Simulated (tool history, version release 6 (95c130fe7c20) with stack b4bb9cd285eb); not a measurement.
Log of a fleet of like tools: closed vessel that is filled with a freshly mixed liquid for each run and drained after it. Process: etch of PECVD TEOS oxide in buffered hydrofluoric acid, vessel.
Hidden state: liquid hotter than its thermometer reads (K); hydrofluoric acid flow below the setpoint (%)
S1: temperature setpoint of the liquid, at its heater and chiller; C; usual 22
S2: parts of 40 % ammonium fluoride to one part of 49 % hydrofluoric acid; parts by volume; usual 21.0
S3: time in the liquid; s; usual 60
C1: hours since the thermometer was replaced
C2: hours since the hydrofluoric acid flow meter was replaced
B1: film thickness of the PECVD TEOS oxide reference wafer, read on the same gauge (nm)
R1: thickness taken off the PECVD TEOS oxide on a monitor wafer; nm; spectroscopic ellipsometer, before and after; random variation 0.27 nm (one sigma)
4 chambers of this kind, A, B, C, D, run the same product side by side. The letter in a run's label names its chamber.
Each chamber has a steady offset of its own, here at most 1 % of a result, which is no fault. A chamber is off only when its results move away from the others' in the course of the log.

run 1B hour=6.5 | S1=22 S2=21.0 S3=60 | C1=1484.8 C2=487.4 | B1=70.041 | R1=61.905
run 2D hour=15.8 | S1=22 S2=21.0 S3=60 | C1=121.4 C2=731.4 | B1=69.981 | R1=61.559
run 3C hour=28.5 | S1=22 S2=21.0 S3=60 | C1=68.2 C2=1251.4 | B1=69.959 | R1=61.281
run 4A hour=36.3 | S1=22 S2=21.0 S3=60 | C1=329.7 C2=1059.4 | B1=70.008 | R1=61.086
run 5B hour=48.2 | S1=22 S2=21.0 S3=60 | C1=1526.5 C2=529.1 | B1=70.021 | R1=61.356
run 6A hour=59.0 | S1=22 S2=21.0 S3=60 | C1=352.4 C2=1082.1 | B1=69.992 | R1=61.307
run 7C hour=69.5 | S1=22 S2=21.0 S3=60 | C1=109.2 C2=1292.4 | B1=69.920 | R1=60.710
run 8D hour=81.0 | S1=22 S2=21.0 S3=60 | C1=186.6 C2=796.6 | B1=69.997 | R1=61.384
-- hour=84.2 chamber B: hydrofluoric acid flow meter replaced
run 9B hour=90.4 | S1=22 S2=21.0 S3=60 | C1=1568.7 C2=6.2 | B1=70.051 | R1=62.161
run 10A hour=102.4 | S1=22 S2=21.0 S3=60 | C1=395.8 C2=1125.5 | B1=70.025 | R1=61.273
run 11C hour=115.1 | S1=22 S2=21.0 S3=60 | C1=154.8 C2=1338.0 | B1=70.028 | R1=60.187
run 12D hour=122.5 | S1=22 S2=21.0 S3=60 | C1=228.1 C2=838.1 | B1=69.971 | R1=61.397
run 13B hour=132.0 | S1=22 S2=21.0 S3=60 | C1=1610.3 C2=47.8 | B1=70.012 | R1=61.700
run 14D hour=142.1 | S1=24 S2=18.0 S3=60 | C1=247.7 C2=857.7 | B1=69.950 | R1=79.162
run 15C hour=153.8 | S1=24 S2=18.0 S3=60 | C1=193.5 C2=1376.7 | B1=70.026 | R1=76.875
run 16A hour=161.2 | S1=24 S2=18.0 S3=60 | C1=454.6 C2=1184.3 | B1=70.004 | R1=78.453
run 17B hour=167.8 | S1=24 S2=18.0 S3=60 | C1=1646.1 C2=83.6 | B1=69.948 | R1=79.609
run 18A hour=174.9 | S1=22 S2=21.0 S3=60 | C1=468.3 C2=1198.0 | B1=70.048 | R1=61.194
run 19C hour=183.9 | S1=22 S2=26.0 S3=40 | C1=223.6 C2=1406.8 | B1=69.954 | R1=34.550
run 20D hour=196.8 | S1=22 S2=26.0 S3=40 | C1=302.4 C2=912.4 | B1=69.960 | R1=35.314
run 21D hour=204.7 | S1=22 S2=26.0 S3=40 | C1=310.3 C2=920.3 | B1=69.983 | R1=35.769
run 22B hour=216.7 | S1=22 S2=26.0 S3=40 | C1=1695.0 C2=132.5 | B1=69.984 | R1=35.351
run 23C hour=228.9 | S1=22 S2=21.0 S3=60 | C1=268.6 C2=1451.8 | B1=70.012 | R1=59.500
run 24A hour=237.0 | S1=22 S2=21.0 S3=60 | C1=530.4 C2=1260.1 | B1=70.002 | R1=61.256
run 25B hour=243.5 | S1=22 S2=21.0 S3=60 | C1=1721.8 C2=159.3 | B1=69.975 | R1=61.925
run 26C hour=251.8 | S1=22 S2=21.0 S3=60 | C1=291.5 C2=1474.7 | B1=70.017 | R1=59.459
run 27D hour=257.6 | S1=22 S2=21.0 S3=60 | C1=363.2 C2=973.2 | B1=69.962 | R1=61.323
run 28A hour=266.8 | S1=22 S2=21.0 S3=60 | C1=560.2 C2=1289.9 | B1=69.986 | R1=61.415
run 29D hour=274.4 | S1=22 S2=21.0 S3=60 | C1=380.0 C2=990.0 | B1=70.009 | R1=61.686
run 30C hour=283.9 | S1=22 S2=21.0 S3=60 | C1=323.6 C2=1506.8 | B1=69.952 | R1=59.209
run 31A hour=295.6 | S1=22 S2=21.0 S3=60 | C1=589.0 C2=1318.7 | B1=70.003 | R1=60.799
run 32B hour=308.2 | S1=22 S2=27.5 S3=70 | C1=1786.5 C2=224.0 | B1=69.985 | R1=59.577
run 33C hour=314.4 | S1=22 S2=27.5 S3=70 | C1=354.1 C2=1537.3 | B1=69.979 | R1=57.011
run 34A hour=326.2 | S1=22 S2=27.5 S3=70 | C1=619.6 C2=1349.3 | B1=69.994 | R1=59.600

What goes on in this fleet: one chamber off, a drifting gauge, or nothing beyond the chambers' own small offsets? Name the chamber and the cause, if any.

Chamber C drifts away from the others.
Cause: hydrofluoric acid flow below the setpoint (%) = 5.24.
The log may not tell that from: liquid colder than its thermometer reads (K).

Here are 4 candidates for chamber C's next run, each the usual settings with a change, their results left as question marks. Which one brings its results back in line with what the others give on the usual settings?
In line means no further than this from the other chambers' mean on the usual settings: R1 0.940 nm
run 35C-1 hour=335.6 | S1=22.0 S2=22.5 S3=60 | R1=?
run 35C-2 hour=335.6 | S1=22.5 S2=20.5 S3=60 | R1=?
run 35C-3 hour=335.6 | S1=22.0 S2=20.5 S3=60 | R1=?
run 35C-4 hour=335.6 | S1=22.0 S2=21.5 S3=60 | R1=?

The other chambers' mean on the usual settings: R1 61.579 nm
run=35C-1 R1=55.986
run=35C-2 R1=61.432
run=35C-3 R1=59.753
run=35C-4 R1=57.795
35C-2 brings the chamber back in line.
